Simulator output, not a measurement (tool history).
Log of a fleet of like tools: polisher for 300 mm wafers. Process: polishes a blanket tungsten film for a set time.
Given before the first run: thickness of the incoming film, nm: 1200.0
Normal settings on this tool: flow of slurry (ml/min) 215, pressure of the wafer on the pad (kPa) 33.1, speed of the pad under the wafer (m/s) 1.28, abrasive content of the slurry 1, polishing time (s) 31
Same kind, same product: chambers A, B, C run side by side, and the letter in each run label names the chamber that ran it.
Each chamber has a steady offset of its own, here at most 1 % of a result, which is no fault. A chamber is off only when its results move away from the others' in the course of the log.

run	hour	flow of slurry (ml/min)	pressure of the wafer on the pad (kPa)	speed of the pad under the wafer (m/s)	abrasive content of the slurry	polishing time (s)	film removed (Å)
# hour 4.1: chamber A: worn pad replaced by a new one
1B	5.0	215	33.1	1.28	1	31	2193.4
2A	10.3	215	33.1	1.28	1	31	2228.5
3C	13.2	215	33.1	1.28	1	31	2274.5
4B	18.4	215	33.1	1.28	1	31	2255.3
5A	22.2	215	33.1	1.28	1	31	2231.7
# hour 26.5: chamber C: worn pad replaced by a new one
6C	27.6	215	33.1	1.28	1	31	2210.8
7B	31.1	215	33.1	1.28	1	31	2240.5
8A	36.5	215	33.1	1.28	1	31	2227.3
9C	39.9	215	33.1	1.28	1	31	2212.4
# hour 40.1: chamber B: slurry tank refilled with fresh slurry and peroxide
10A	42.9	215	33.1	1.28	1	31	2213.6
11B	48.3	215	33.1	1.28	1	31	2236.5
12C	52.1	215	33.1	1.28	1	31	2212.8
13A	57.3	215	33.1	1.28	1	31	2201.3
14B	60.4	215	33.1	1.28	1	31	2210.7
# hour 61.2: chamber A: worn pad replaced by a new one
15C	64.1	215	33.1	1.28	1	31	2248.8
# hour 67.9: chamber A: slurry tank refilled with fresh slurry and peroxide
# hour 67.9: chamber C: slurry tank refilled with fresh slurry and peroxide
16A	67.9	160	33.1	1.28	1	31	2136.9
17C	73.3	160	33.1	1.28	1	31	2165.8
18B	77.5	160	33.1	1.28	1	31	2152.1
19A	80.6	215	33.1	1.28	1	31	2189.0
# hour 83.1: chamber C: worn pad replaced by a new one
20C	85.1	215	33.1	1.28	1	31	2246.2
21B	89.2	215	33.1	1.28	1	31	2273.3
22A	93.9	215	33.1	1.28	1	31	2200.1
# hour 97.8: chamber B: worn pad replaced by a new one
23B	98.4	215	33.1	1.28	1	31	2298.1
# hour 101.8: chamber C: slurry blender recalibrated
24C	101.8	215	33.1	1.28	1	31	2221.9
25A	105.8	215	33.1	1.64	1	31	2842.7
26B	109.3	215	33.1	1.64	1	31	3020.9
# hour 112.5: chamber B: slurry tank refilled with fresh slurry and peroxide
27C	112.9	215	33.1	1.64	1	31	2889.4
28C	116.8	215	33.1	1.28	1	31	2229.9
# hour 117.2: chamber A: slurry nozzle cleaned
29B	119.7	215	33.1	1.28	1	31	2338.8
30A	124.0	215	33.1	1.28	1	31	2254.5
# hour 125.1: chamber A: worn pad replaced by a new one
31B	129.6	215	33.1	1.28	1	31	2353.4
32C	132.6	215	33.1	1.28	1	31	2246.8
33A	135.2	215	33.1	1.28	1	31	2187.4
34A	139.8	215	33.1	1.28	1	31	2212.9
35B	145.0	215	33.1	1.28	1	31	2368.8
# hour 148.4: chamber C: worn pad replaced by a new one
36C	150.3	215	33.1	1.28	1	31	2206.7
37C	153.4	215	33.1	1.28	1	31	2260.3
38A	157.1	215	33.1	1.28	1	31	2252.7
39B	159.6	215	33.1	1.28	1	31	2414.5
40B	165.0	215	33.1	1.28	1	31	2410.8
41C	170.2	215	33.1	1.28	1	31	2249.2
42A	172.6	215	33.1	1.28	1	31	2245.6

Next, every chamber runs the same settings. What will each give?
43A	176.7	215	33.1	1.28	1	31	?
43B	176.7	215	33.1	1.28	1	31	?
43C	176.7	215	33.1	1.28	1	31	?

run	film removed (Å)
43A	2229.2
43B	2475.5
43C	2238.2
